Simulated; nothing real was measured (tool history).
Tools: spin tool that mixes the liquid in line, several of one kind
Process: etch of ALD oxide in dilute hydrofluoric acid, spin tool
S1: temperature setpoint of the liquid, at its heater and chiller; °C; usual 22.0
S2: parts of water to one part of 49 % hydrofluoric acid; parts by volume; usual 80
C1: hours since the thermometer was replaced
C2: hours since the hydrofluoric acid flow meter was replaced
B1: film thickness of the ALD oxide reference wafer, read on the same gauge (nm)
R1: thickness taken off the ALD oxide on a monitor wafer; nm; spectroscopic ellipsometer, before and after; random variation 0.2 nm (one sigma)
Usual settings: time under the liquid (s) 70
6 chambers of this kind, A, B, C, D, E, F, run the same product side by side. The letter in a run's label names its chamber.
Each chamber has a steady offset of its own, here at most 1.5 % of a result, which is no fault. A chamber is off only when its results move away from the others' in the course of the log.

{"run": "1B", "hour": 12.5, "S1": 22.0, "S2": 80, "time under the liquid (s)": 70, "C1": 1125.6, "C2": 1384.7, "B1": 59.999, "R1": 19.424}
{"run": "2E", "hour": 22.3, "S1": 22.0, "S2": 80, "time under the liquid (s)": 70, "C1": 571.2, "C2": 1254.8, "B1": 60.029, "R1": 19.66}
{"run": "3C", "hour": 32.6, "S1": 22.0, "S2": 80, "time under the liquid (s)": 70, "C1": 380.6, "C2": 499.1, "B1": 60.02, "R1": 19.803}
{"run": "4D", "hour": 41.7, "S1": 22.0, "S2": 80, "time under the liquid (s)": 70, "C1": 306.2, "C2": 752.0, "B1": 60.001, "R1": 19.949}
{"run": "5F", "hour": 52.3, "S1": 22.0, "S2": 80, "time under the liquid (s)": 70, "C1": 1844.4, "C2": 1260.8, "B1": 59.995, "R1": 19.851}
{"run": "6A", "hour": 60.9, "S1": 22.0, "S2": 80, "time under the liquid (s)": 70, "C1": 64.6, "C2": 863.7, "B1": 60.008, "R1": 20.07}
{"run": "7D", "hour": 71.8, "S1": 18.5, "S2": 80, "time under the liquid (s)": 70, "C1": 336.3, "C2": 782.1, "B1": 60.005, "R1": 17.323}
{"run": "8C", "hour": 81.8, "S1": 18.5, "S2": 80, "time under the liquid (s)": 70, "C1": 429.8, "C2": 548.3, "B1": 60.002, "R1": 17.138}
{"run": "9A", "hour": 90.9, "S1": 18.5, "S2": 80, "time under the liquid (s)": 70, "C1": 94.6, "C2": 893.7, "B1": 60.005, "R1": 17.068}
{"hour": 95.9, "done": "chamber F: thermometer replaced"}
{"run": "10B", "hour": 101.8, "S1": 18.5, "S2": 80, "time under the liquid (s)": 70, "C1": 1214.9, "C2": 1474.0, "B1": 59.995, "R1": 16.974}
{"run": "11E", "hour": 112.4, "S1": 18.5, "S2": 80, "time under the liquid (s)": 70, "C1": 661.3, "C2": 1344.9, "B1": 59.988, "R1": 17.13}
{"run": "12F", "hour": 120.4, "S1": 18.5, "S2": 80, "time under the liquid (s)": 70, "C1": 24.6, "C2": 1328.9, "B1": 59.989, "R1": 17.073}
{"run": "13E", "hour": 127.5, "S1": 22.0, "S2": 80, "time under the liquid (s)": 70, "C1": 676.4, "C2": 1360.0, "B1": 59.997, "R1": 19.609}
{"run": "14D", "hour": 138.8, "S1": 22.0, "S2": 80, "time under the liquid (s)": 70, "C1": 403.3, "C2": 849.1, "B1": 60.003, "R1": 19.821}
{"run": "15F", "hour": 145.0, "S1": 22.0, "S2": 80, "time under the liquid (s)": 70, "C1": 49.2, "C2": 1353.5, "B1": 60.001, "R1": 19.559}
{"run": "16C", "hour": 157.7, "S1": 22.0, "S2": 80, "time under the liquid (s)": 70, "C1": 505.7, "C2": 624.2, "B1": 60.003, "R1": 19.744}
{"run": "17A", "hour": 170.7, "S1": 22.0, "S2": 80, "time under the liquid (s)": 70, "C1": 174.4, "C2": 973.5, "B1": 60.008, "R1": 19.795}
{"run": "18B", "hour": 180.8, "S1": 22.0, "S2": 80, "time under the liquid (s)": 70, "C1": 1293.9, "C2": 1553.0, "B1": 60.02, "R1": 20.143}
{"run": "19D", "hour": 190.7, "S1": 22.0, "S2": 80, "time under the liquid (s)": 70, "C1": 455.2, "C2": 901.0, "B1": 60.009, "R1": 19.946}
{"run": "20A", "hour": 204.1, "S1": 22.0, "S2": 80, "time under the liquid (s)": 70, "C1": 207.8, "C2": 1006.9, "B1": 60.005, "R1": 19.532}
{"run": "21E", "hour": 216.6, "S1": 22.0, "S2": 80, "time under the liquid (s)": 70, "C1": 765.5, "C2": 1449.1, "B1": 59.993, "R1": 19.146}
{"run": "22C", "hour": 223.7, "S1": 22.0, "S2": 80, "time under the liquid (s)": 70, "C1": 571.7, "C2": 690.2, "B1": 59.994, "R1": 19.896}
{"run": "23B", "hour": 229.7, "S1": 22.0, "S2": 80, "time under the liquid (s)": 70, "C1": 1342.8, "C2": 1601.9, "B1": 59.998, "R1": 19.937}
{"run": "24F", "hour": 241.3, "S1": 22.0, "S2": 80, "time under the liquid (s)": 70, "C1": 145.5, "C2": 1449.8, "B1": 60.024, "R1": 18.708}
{"run": "25C", "hour": 253.5, "S1": 22.0, "S2": 80, "time under the liquid (s)": 70, "C1": 601.5, "C2": 720.0, "B1": 59.999, "R1": 19.968}
{"run": "26A", "hour": 266.8, "S1": 22.0, "S2": 80, "time under the liquid (s)": 70, "C1": 270.5, "C2": 1069.6, "B1": 60.003, "R1": 19.606}
{"run": "27D", "hour": 273.1, "S1": 25.5, "S2": 80, "time under the liquid (s)": 50, "C1": 537.6, "C2": 983.4, "B1": 59.99, "R1": 16.776}
{"run": "28E", "hour": 286.5, "S1": 25.5, "S2": 80, "time under the liquid (s)": 50, "C1": 835.4, "C2": 1519.0, "B1": 59.987, "R1": 16.169}
{"hour": 292.8, "done": "chamber C: hydrofluoric acid flow meter replaced"}
{"run": "29B", "hour": 295.8, "S1": 25.5, "S2": 80, "time under the liquid (s)": 50, "C1": 1408.9, "C2": 1668.0, "B1": 60.008, "R1": 16.005}
{"run": "30F", "hour": 308.9, "S1": 25.5, "S2": 80, "time under the liquid (s)": 50, "C1": 213.1, "C2": 1517.4, "B1": 60.005, "R1": 15.011}
{"run": "31C", "hour": 316.2, "S1": 25.5, "S2": 80, "time under the liquid (s)": 50, "C1": 664.2, "C2": 23.4, "B1": 60.0, "R1": 16.233}
{"run": "32F", "hour": 329.0, "S1": 25.5, "S2": 80, "time under the liquid (s)": 50, "C1": 233.2, "C2": 1537.5, "B1": 60.018, "R1": 14.86}
{"run": "33A", "hour": 335.6, "S1": 22.0, "S2": 80, "time under the liquid (s)": 70, "C1": 339.3, "C2": 1138.4, "B1": 59.994, "R1": 20.032}
{"run": "34B", "hour": 342.4, "S1": 22.0, "S2": 80, "time under the liquid (s)": 70, "C1": 1455.5, "C2": 1714.6, "B1": 59.997, "R1": 19.987}
{"run": "35D", "hour": 354.6, "S1": 22.0, "S2": 80, "time under the liquid (s)": 70, "C1": 619.1, "C2": 1064.9, "B1": 59.989, "R1": 20.243}
{"run": "36E", "hour": 365.7, "S1": 25.5, "S2": 80, "time under the liquid (s)": 70, "C1": 914.6, "C2": 1598.2, "B1": 59.987, "R1": 22.736}
{"hour": 371.1, "done": "chamber A: hydrofluoric acid flow meter replaced"}
{"run": "37A", "hour": 378.1, "S1": 25.5, "S2": 80, "time under the liquid (s)": 70, "C1": 381.8, "C2": 7.1, "B1": 59.993, "R1": 23.295}
{"run": "38F", "hour": 385.9, "S1": 25.5, "S2": 80, "time under the liquid (s)": 70, "C1": 290.1, "C2": 1594.4, "B1": 60.012, "R1": 20.626}
{"run": "39B", "hour": 400.1, "S1": 25.5, "S2": 80, "time under the liquid (s)": 70, "C1": 1513.2, "C2": 1772.3, "B1": 60.005, "R1": 23.311}

Next, every chamber runs the same settings. What will each give?
{"run": "40A", "hour": 410.2, "S1": 22.0, "S2": 80, "time under the liquid (s)": 35, "R1": "?"}
{"run": "40B", "hour": 410.2, "S1": 22.0, "S2": 80, "time under the liquid (s)": 35, "R1": "?"}
{"run": "40C", "hour": 410.2, "S1": 22.0, "S2": 80, "time under the liquid (s)": 35, "R1": "?"}
{"run": "40D", "hour": 410.2, "S1": 22.0, "S2": 80, "time under the liquid (s)": 35, "R1": "?"}
{"run": "40E", "hour": 410.2, "S1": 22.0, "S2": 80, "time under the liquid (s)": 35, "R1": "?"}
{"run": "40F", "hour": 410.2, "S1": 22.0, "S2": 80, "time under the liquid (s)": 35, "R1": "?"}

run=40A R1=9.9736
run=40B R1=9.9492
run=40C R1=9.7686
run=40D R1=9.8567
run=40E R1=9.8824
run=40F R1=9.0007
